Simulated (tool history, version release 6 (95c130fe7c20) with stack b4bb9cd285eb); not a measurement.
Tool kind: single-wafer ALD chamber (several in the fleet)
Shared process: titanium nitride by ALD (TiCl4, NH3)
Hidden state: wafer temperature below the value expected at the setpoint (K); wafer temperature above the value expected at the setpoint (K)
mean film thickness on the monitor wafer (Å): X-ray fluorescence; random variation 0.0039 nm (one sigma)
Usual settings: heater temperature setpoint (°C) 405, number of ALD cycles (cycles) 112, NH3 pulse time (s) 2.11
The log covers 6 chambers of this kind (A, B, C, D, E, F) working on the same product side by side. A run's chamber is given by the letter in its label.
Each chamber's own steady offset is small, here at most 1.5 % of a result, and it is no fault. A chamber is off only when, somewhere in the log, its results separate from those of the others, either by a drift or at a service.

run	day	heater temperature setpoint (°C)	number of ALD cycles (cycles)	NH3 pulse time (s)	hours since the last thermocouple change	read-back reference wafer on the same gauge, thickness_nm	mean film thickness on the monitor wafer (Å)
1D	0.221	405	112	2.11	1603.4	2.0303	24.695
2E	0.521	405	112	2.11	787.3	2.0312	24.835
3B	0.671	405	112	2.11	1296.7	2.0317	24.663
4F	0.896	405	112	2.11	317.1	2.0321	24.866
5A	1.042	405	112	2.11	1327.4	2.0306	24.842
6C	1.25	405	95	2.11	523.5	2.033	21.313
7D	1.471	405	95	2.11	1633.4	2.0316	20.981
8B	1.729	405	95	2.11	1322.1	2.0326	20.955
9A	1.917	405	95	2.11	1348.4	2.0329	21.089
10E	2.188	405	95	2.11	827.3	2.0332	21.11
11F	2.367	405	95	2.11	352.4	2.0339	21.034
12C	2.654	405	112	2.11	557.2	2.0336	25.13
13B	2.954	416	112	1.65	1351.5	2.034	24.576
14C	3.121	416	112	1.65	568.4	2.035	25.072
15F	3.262	416	112	1.65	373.9	2.0355	24.731
16D	3.492	416	112	1.65	1681.9	2.0355	24.707
17E	3.692	416	112	1.65	863.4	2.0358	24.832
18A	3.908	416	112	1.65	1396.2	2.0361	24.794
19C	4.188	405	112	2.11	594	2.0362	25.132
20A	4.354	405	112	2.11	1406.9	2.0374	24.913
21F	4.517	405	112	2.11	404	2.0365	24.885
22E	4.808	405	112	2.11	890.2	2.0382	24.944
23B	5.038	405	112	2.11	1401.5	2.0373	24.753
24D	5.217	405	101	2.49	1723.3	2.0383	22.432
25D	5.496	405	101	2.49	1730	2.0382	22.473
26F	5.662	405	101	2.49	431.5	2.039	22.635
27B	5.954	405	101	2.49	1423.5	2.0392	22.409
28C	6.146	405	101	2.49	641	2.0394	22.84
29A	6.346	405	101	2.49	1454.7	2.0397	22.636
30E	6.521	405	112	2.11	931.3	2.0402	24.974
31B	6.738	405	112	2.11	1442.3	2.0405	24.727
32E	6.929	405	112	2.11	941.1	2.0411	25.01
33A	7.125	392	112	1.35	1473.4	2.0407	24.192
34C	7.288	392	112	1.35	668.4	2.0402	24.439
35F	7.542	392	112	1.35	476.6	2.0417	24.237
36D	7.729	392	112	1.35	1783.6	2.0417	23.954
37E	8.025	392	112	1.35	967.4	2.0421	24.18
38F	8.312	392	112	1.35	495.1	2.0432	24.273

Has any chamber moved away from the others, gradually or after a service, or does the common gauge drift, or do the chambers differ only by their own small steady offsets? State the chamber and the most likely cause if one applies.

The shared gauge is drifting. All chambers look as if they move in step, but none is off.
Most likely cause: gauge reads high (%) = 0.65.
